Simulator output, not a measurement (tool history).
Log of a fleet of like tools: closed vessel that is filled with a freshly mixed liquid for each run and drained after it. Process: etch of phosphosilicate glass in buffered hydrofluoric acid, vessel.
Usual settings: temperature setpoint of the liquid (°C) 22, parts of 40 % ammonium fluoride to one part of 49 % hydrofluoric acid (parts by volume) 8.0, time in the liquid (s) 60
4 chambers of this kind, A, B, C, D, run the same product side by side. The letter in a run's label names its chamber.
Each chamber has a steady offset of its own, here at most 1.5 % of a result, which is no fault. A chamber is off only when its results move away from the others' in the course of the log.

| run | day | temperature setpoint of the liquid (°C) | parts of 40 % ammonium fluoride to one part of 49 % hydrofluoric acid (parts by volume) | time in the liquid (s) | hours since the thermometer was replaced | hours since the hydrofluoric acid flow meter was replaced | read-back film thickness of the phosphosilicate glass reference wafer, read on the same gauge (nm) | thickness taken off the phosphosilicate glass on a monitor wafer (nm) |
|---|---|---|---|---|---|---|---|---|
| 1C | 0.267 | 22 | 8.0 | 60 | 33.0 | 13.5 | 149.99 | 560.52 |
| 2D | 0.446 | 22 | 8.0 | 60 | 26.3 | 1161.7 | 150.04 | 547.01 |
| 3A | 0.621 | 22 | 8.0 | 60 | 207.0 | 566.3 | 150.02 | 557.18 |
| 4B | 0.829 | 22 | 8.0 | 60 | 2483.9 | 962.7 | 149.98 | 553.62 |
| 5D | 1.104 | 22 | 8.0 | 60 | 42.1 | 1177.5 | 149.97 | 545.52 |
| 6A | 1.404 | 22 | 8.0 | 60 | 225.8 | 585.1 | 149.98 | 558.10 |
| 7C | 1.633 | 22 | 8.0 | 60 | 65.8 | 46.3 | 150.02 | 557.52 |
| 8B | 1.933 | 22 | 8.0 | 60 | 2510.4 | 989.2 | 150.00 | 544.71 |
| 9A | 2.221 | 22 | 8.0 | 60 | 245.4 | 604.7 | 150.03 | 538.09 |
| 10D | 2.492 | 22 | 8.0 | 60 | 75.4 | 1210.8 | 150.07 | 551.73 |
| 11C | 2.646 | 22 | 8.0 | 60 | 90.1 | 70.6 | 150.00 | 554.12 |
| 12B | 2.967 | 22 | 8.0 | 60 | 2535.2 | 1014.0 | 150.01 | 544.63 |
| 13B | 3.246 | 22 | 8.0 | 60 | 2541.9 | 1020.7 | 150.05 | 548.45 |
| 14D | 3.400 | 22 | 8.0 | 60 | 97.2 | 1232.6 | 149.99 | 547.71 |
| 15A | 3.633 | 22 | 8.0 | 60 | 279.3 | 638.6 | 149.99 | 533.75 |
| 16C | 3.921 | 22 | 8.0 | 60 | 120.7 | 101.2 | 150.02 | 551.02 |
| 17C | 4.108 | 22 | 8.0 | 60 | 125.2 | 105.7 | 150.03 | 559.70 |
| 18A | 4.292 | 22 | 8.0 | 60 | 295.1 | 654.4 | 149.98 | 537.20 |
|  | 4.321 | chamber B: thermometer replaced |
| 19B | 4.596 | 22 | 8.0 | 60 | 6.7 | 1053.1 | 149.98 | 551.77 |
| 20D | 4.762 | 22 | 8.0 | 60 | 129.9 | 1265.3 | 150.00 | 546.80 |
|  | 4.858 | chamber B: hydrofluoric acid flow meter replaced |
| 21C | 5.038 | 22 | 5.5 | 60 | 147.5 | 128.0 | 149.98 | 794.04 |
| 22D | 5.217 | 22 | 5.5 | 60 | 140.8 | 1276.2 | 149.99 | 784.54 |
| 23A | 5.438 | 22 | 5.5 | 60 | 322.6 | 681.9 | 149.99 | 759.14 |
| 24B | 5.588 | 22 | 5.5 | 60 | 30.5 | 17.5 | 150.00 | 780.71 |
| 25B | 5.850 | 22 | 8.0 | 60 | 36.8 | 23.8 | 150.00 | 563.98 |
| 26D | 6.012 | 22 | 8.0 | 60 | 159.9 | 1295.3 | 150.02 | 548.39 |
| 27C | 6.175 | 22 | 8.0 | 60 | 174.8 | 155.3 | 150.02 | 552.23 |
| 28A | 6.467 | 22 | 8.0 | 60 | 347.3 | 706.6 | 150.00 | 524.19 |
| 29A | 6.738 | 22 | 8.0 | 60 | 353.8 | 713.1 | 150.00 | 510.14 |
| 30C | 6.896 | 22 | 8.0 | 60 | 192.1 | 172.6 | 150.00 | 553.86 |
| 31D | 7.192 | 22 | 8.0 | 60 | 188.2 | 1323.6 | 149.98 | 549.99 |
| 32B | 7.342 | 25 | 10.5 | 60 | 72.6 | 59.6 | 149.98 | 511.08 |
| 33C | 7.588 | 25 | 10.5 | 60 | 208.7 | 189.2 | 150.06 | 518.33 |
| 34B | 7.900 | 25 | 10.5 | 60 | 86.0 | 73.0 | 149.97 | 497.82 |

What goes on in this fleet: one chamber off, a drifting gauge, or nothing beyond the chambers' own small offsets? Name the chamber and the cause, if any.

Chamber A drifts away from the others.
Cause: hydrofluoric acid flow below the setpoint (%) = 7.27.
The log may not tell that from: liquid colder than its thermometer reads (K).

Here are 4 candidates for chamber A's next run, each the usual settings with a change, their results left as question marks. Which one brings its results back in line with what the others give on the usual settings?
In line means no further than this from the other chambers' mean on the usual settings: thickness taken off the phosphosilicate glass on a monitor wafer (nm) 18.00
| 35A-1 | 8.138 | 21.5 | 8.5 | 60 |  |  |  | ? |
| 35A-2 | 8.138 | 21.5 | 8.0 | 60 |  |  |  | ? |
| 35A-3 | 8.138 | 22.0 | 8.0 | 65 |  |  |  | ? |
| 35A-4 | 8.138 | 22.5 | 8.0 | 60 |  |  |  | ? |

The other chambers' mean on the usual settings: thickness taken off the phosphosilicate glass on a monitor wafer (nm) 552.66
| run | thickness taken off the phosphosilicate glass on a monitor wafer (nm) |
|---|---|
| 35A-1 | 470.61 |
| 35A-2 | 498.58 |
| 35A-3 | 555.28 |
| 35A-4 | 526.89 |
35A-3 brings the chamber back in line.
